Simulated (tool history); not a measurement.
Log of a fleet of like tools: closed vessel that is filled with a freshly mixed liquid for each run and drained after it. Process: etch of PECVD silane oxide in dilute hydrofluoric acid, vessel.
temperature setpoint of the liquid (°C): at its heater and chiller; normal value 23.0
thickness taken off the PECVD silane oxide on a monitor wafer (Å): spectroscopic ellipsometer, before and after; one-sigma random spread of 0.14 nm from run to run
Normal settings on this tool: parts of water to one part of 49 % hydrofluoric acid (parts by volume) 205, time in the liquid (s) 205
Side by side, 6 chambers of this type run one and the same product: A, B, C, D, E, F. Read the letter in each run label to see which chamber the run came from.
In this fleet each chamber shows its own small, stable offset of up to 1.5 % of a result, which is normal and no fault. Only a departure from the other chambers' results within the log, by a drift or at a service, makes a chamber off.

run   hour  temperature setpoint of the liquid (°C)  parts of water to one part of 49 % hydrofluoric acid (parts by volume)  time in the liquid (s)  hours since the thermometer was replaced  hours since the hydrofluoric acid flow meter was replaced  read-back film thickness of the PECVD silane oxide reference wafer, read on the same gauge (nm)  thickness taken off the PECVD silane oxide on a monitor wafer (Å)
 1A    7.7                                     23.0                                                                     205                     205                                     670.1                                                     2505.9                                                                                           39.996                                                            260.700
 2C   13.6                                     23.0                                                                     205                     205                                     912.3                                                      225.0                                                                                           39.983                                                            258.080
 3F   20.1                                     23.0                                                                     205                     205                                    1317.5                                                      609.1                                                                                           39.968                                                            255.880
 4B   27.1                                     23.0                                                                     205                     205                                     534.2                                                      287.1                                                                                           40.030                                                            258.830
 5D   36.5                                     23.0                                                                     205                     205                                    2167.1                                                      336.8                                                                                           40.001                                                            252.390
 6E   42.8                                     23.0                                                                     205                     115                                     494.1                                                      405.1                                                                                           39.986                                                            144.680
 7D   52.9                                     23.0                                                                     205                     115                                    2183.5                                                      353.2                                                                                           39.991                                                            144.970
 8E   58.7                                     23.0                                                                     205                     115                                     510.0                                                      421.0                                                                                           40.019                                                            145.300
 9B   69.1                                     23.0                                                                     205                     115                                     576.2                                                      329.1                                                                                           39.990                                                            145.770
      78.9  -- chamber B: thermometer replaced
10C   79.7                                     23.0                                                                     205                     115                                     978.4                                                      291.1                                                                                           39.984                                                            145.270
11A   86.7                                     23.0                                                                     205                     115                                     749.1                                                     2584.9                                                                                           39.964                                                            146.310
      87.6  -- chamber A: hydrofluoric acid flow meter replaced
12F   91.7                                     18.5                                                                     150                     205                                    1389.1                                                      680.7                                                                                           40.012                                                            311.750
      98.6  -- chamber C: thermometer replaced
13D  102.4                                     18.5                                                                     150                     205                                    2233.0                                                      402.7                                                                                           39.961                                                            306.650
14B  111.1                                     18.5                                                                     150                     205                                      32.3                                                      371.1                                                                                           40.019                                                            315.560
15E  120.7                                     18.5                                                                     150                     205                                     572.0                                                      483.0                                                                                           40.015                                                            321.050
16C  129.0                                     18.5                                                                     150                     205                                      30.5                                                      340.4                                                                                           40.001                                                            313.670
17F  134.8                                     18.5                                                                     150                     205                                    1432.2                                                      723.8                                                                                           40.013                                                            309.680
18A  139.5                                     23.0                                                                     205                     310                                     801.9                                                       52.0                                                                                           40.005                                                            392.240
19F  148.8                                     23.0                                                                     205                     310                                    1446.2                                                      737.8                                                                                           40.013                                                            381.730
20E  156.6                                     23.0                                                                     205                     310                                     607.9                                                      518.9                                                                                           39.986                                                            401.860
21C  164.8                                     23.0                                                                     205                     310                                      66.3                                                      376.2                                                                                           40.012                                                            393.190
22D  172.4                                     23.0                                                                     205                     310                                    2303.0                                                      472.7                                                                                           40.003                                                            386.960
23B  183.1                                     23.0                                                                     205                     310                                     104.3                                                      443.1                                                                                           40.045                                                            394.640
24A  188.0                                     23.0                                                                     205                     205                                     850.4                                                      100.5                                                                                           40.010                                                            258.850
25D  197.8                                     23.0                                                                     205                     205                                    2328.4                                                      498.1                                                                                           39.999                                                            254.800
26F  203.5                                     23.0                                                                     250                     205                                    1500.9                                                      792.5                                                                                           40.014                                                            200.730
27E  213.4                                     23.0                                                                     250                     205                                     664.7                                                      575.7                                                                                           39.996                                                            208.870
28A  221.0                                     23.0                                                                     250                     205                                     883.4                                                      133.5                                                                                           40.003                                                            202.020
29B  228.1                                     23.0                                                                     250                     205                                     149.3                                                      488.1                                                                                           39.982                                                            204.920
30C  237.4                                     23.0                                                                     250                     205                                     138.9                                                      448.8                                                                                           40.023                                                            205.410
31B  246.9                                     23.0                                                                     250                     205                                     168.1                                                      506.9                                                                                           40.013                                                            205.190
32E  254.9                                     23.0                                                                     205                     205                                     706.2                                                      617.2                                                                                           40.014                                                            272.360
33D  259.6                                     23.0                                                                     280                      95                                    2390.2                                                      559.9                                                                                           40.007                                                             80.986
34A  267.7                                     23.0                                                                     280                      95                                     930.1                                                      180.2                                                                                           40.029                                                             81.794
35C  277.8                                     23.0                                                                     280                      95                                     179.3                                                      489.2                                                                                           40.015                                                             82.593
36F  286.0                                     23.0                                                                     280                      95                                    1583.4                                                      875.0                                                                                           40.015                                                             79.692
37D  292.6                                     23.0                                                                     280                      95                                    2423.2                                                      592.9                                                                                           40.013                                                             80.434
38F  297.7                                     23.0                                                                     280                      95                                    1595.1                                                      886.7                                                                                           40.021                                                             80.312
39B  305.4                                     23.0                                                                     205                     205                                     226.6                                                      565.4                                                                                           39.996                                                            258.740
40E  315.7                                     23.0                                                                     205                     205                                     767.0                                                      678.0                                                                                           40.007                                                            275.560
41A  321.9                                     23.0                                                                     205                     205                                     984.3                                                      234.4                                                                                           39.997                                                            259.020

What goes on in this fleet: one chamber off, a drifting gauge, or nothing beyond the chambers' own small offsets? Name the chamber and the cause, if any.

Chamber E drifts away from the others.
What lies behind it: liquid hotter than its thermometer reads (K) = 2.
Not necessarily distinguishable in this log from: hydrofluoric acid flow above the setpoint (%).

Here are 4 candidates for chamber E's next run, each the usual settings with a change, their results left as question marks. Which one brings its results back in line with what the others give on the usual settings?
Allowed miss from the other chambers' usual-settings mean, per result, to count as in line: thickness taken off the PECVD silane oxide on a monitor wafer (Å) 4.800
42E-1  329.7                                     21.0                                                                     205                     205                                                                                                                                                                                                                                                                        ?
42E-2  329.7                                     23.0                                                                     205                     210                                                                                                                                                                                                                                                                        ?
42E-3  329.7                                     23.0                                                                     200                     215                                                                                                                                                                                                                                                                        ?
42E-4  329.7                                     22.5                                                                     205                     205                                                                                                                                                                                                                                                                        ?

On the usual settings, the other chambers give on average: thickness taken off the PECVD silane oxide on a monitor wafer (Å) 257.830
  run  thickness taken off the PECVD silane oxide on a monitor wafer (Å)
42E-1                                                            258.700
42E-2                                                            285.060
42E-3                                                            300.840
42E-4                                                            273.340
The right change is 42E-1: it brings the chamber back within the allowed miss of the others.
